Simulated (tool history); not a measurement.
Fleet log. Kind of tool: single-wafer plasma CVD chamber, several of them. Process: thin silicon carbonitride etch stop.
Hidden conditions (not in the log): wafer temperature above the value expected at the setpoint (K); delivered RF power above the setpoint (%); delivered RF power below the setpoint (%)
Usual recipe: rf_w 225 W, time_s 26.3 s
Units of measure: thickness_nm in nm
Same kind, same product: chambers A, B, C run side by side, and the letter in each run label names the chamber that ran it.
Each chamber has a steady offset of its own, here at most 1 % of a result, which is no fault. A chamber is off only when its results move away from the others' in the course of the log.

run	hour	rf_w	time_s	hours since the last thermocouple change	hours since the last RF generator calibration	read-back reference wafer on the same gauge, thickness_nm	thickness_nm
1A	10.8	225	26.3	474.6	850.5	14.916	15.637
2C	17.9	225	26.3	114.1	815.3	14.890	15.476
3B	25.8	225	26.3	885.5	1926.2	14.903	15.434
4B	32.3	225	26.3	892.0	1932.7	14.906	15.495
5A	44.0	225	26.3	507.8	883.7	14.918	15.657
6C	50.4	225	26.3	146.6	847.8	14.889	15.488
7B	61.4	225	26.3	921.1	1961.8	14.885	15.430
8C	68.8	225	26.3	165.0	866.2	14.883	15.501
9A	77.7	225	26.3	541.5	917.4	14.903	15.528
10A	85.4	190	26.3	549.2	925.1	14.900	14.798
11C	97.4	190	26.3	193.6	894.8	14.899	14.704
12B	106.8	190	26.3	966.5	2007.2	14.900	14.747
# hour 107.6: chamber C: RF generator calibrated
# hour 108.2: chamber B: RF generator calibrated
13C	112.6	225	26.3	208.8	5.0	14.895	15.498
14A	125.5	225	26.3	589.3	965.2	14.897	15.580
15B	139.0	225	26.3	998.7	30.8	14.897	15.439
16A	149.9	225	26.3	613.7	989.6	14.904	15.522
17C	156.1	225	26.3	252.3	48.5	14.895	15.597
18B	164.6	225	23.5	1024.3	56.4	14.905	13.872
19C	176.3	225	23.5	272.5	68.7	14.886	13.880
20B	182.8	225	23.5	1042.5	74.6	14.911	13.799
21A	194.4	225	26.3	658.2	1034.1	14.896	15.614
22C	201.1	225	26.3	297.3	93.5	14.906	15.397
23A	208.7	225	26.3	672.5	1048.4	14.895	15.661
24B	220.6	225	26.3	1080.3	112.4	14.905	15.543
25C	227.9	225	26.3	324.1	120.3	14.894	15.473
26A	241.4	225	26.3	705.2	1081.1	14.918	15.610
27B	254.3	225	26.3	1114.0	146.1	14.898	15.494
28A	261.0	225	26.3	724.8	1100.7	14.907	15.576
29C	272.6	225	26.3	368.8	165.0	14.903	15.442
30B	285.4	225	26.3	1145.1	177.2	14.896	15.549
31B	296.0	225	26.3	1155.7	187.8	14.918	15.470
32A	308.2	225	26.3	772.0	1147.9	14.904	15.617
33C	316.4	225	26.3	412.6	208.8	14.900	15.489
34C	325.8	225	26.3	422.0	218.2	14.894	15.536
35B	338.6	225	26.3	1198.3	230.4	14.891	15.558
36A	344.7	225	26.3	808.5	1184.4	14.907	15.651
37A	352.1	225	26.3	815.9	1191.8	14.897	15.491

Is one chamber off against the others, does the gauge drift, or is nothing wrong? If a chamber is off, say which, and what the likeliest cause is.

The fleet is healthy, with each chamber sitting at its usual small offset and no drift in the gauge.
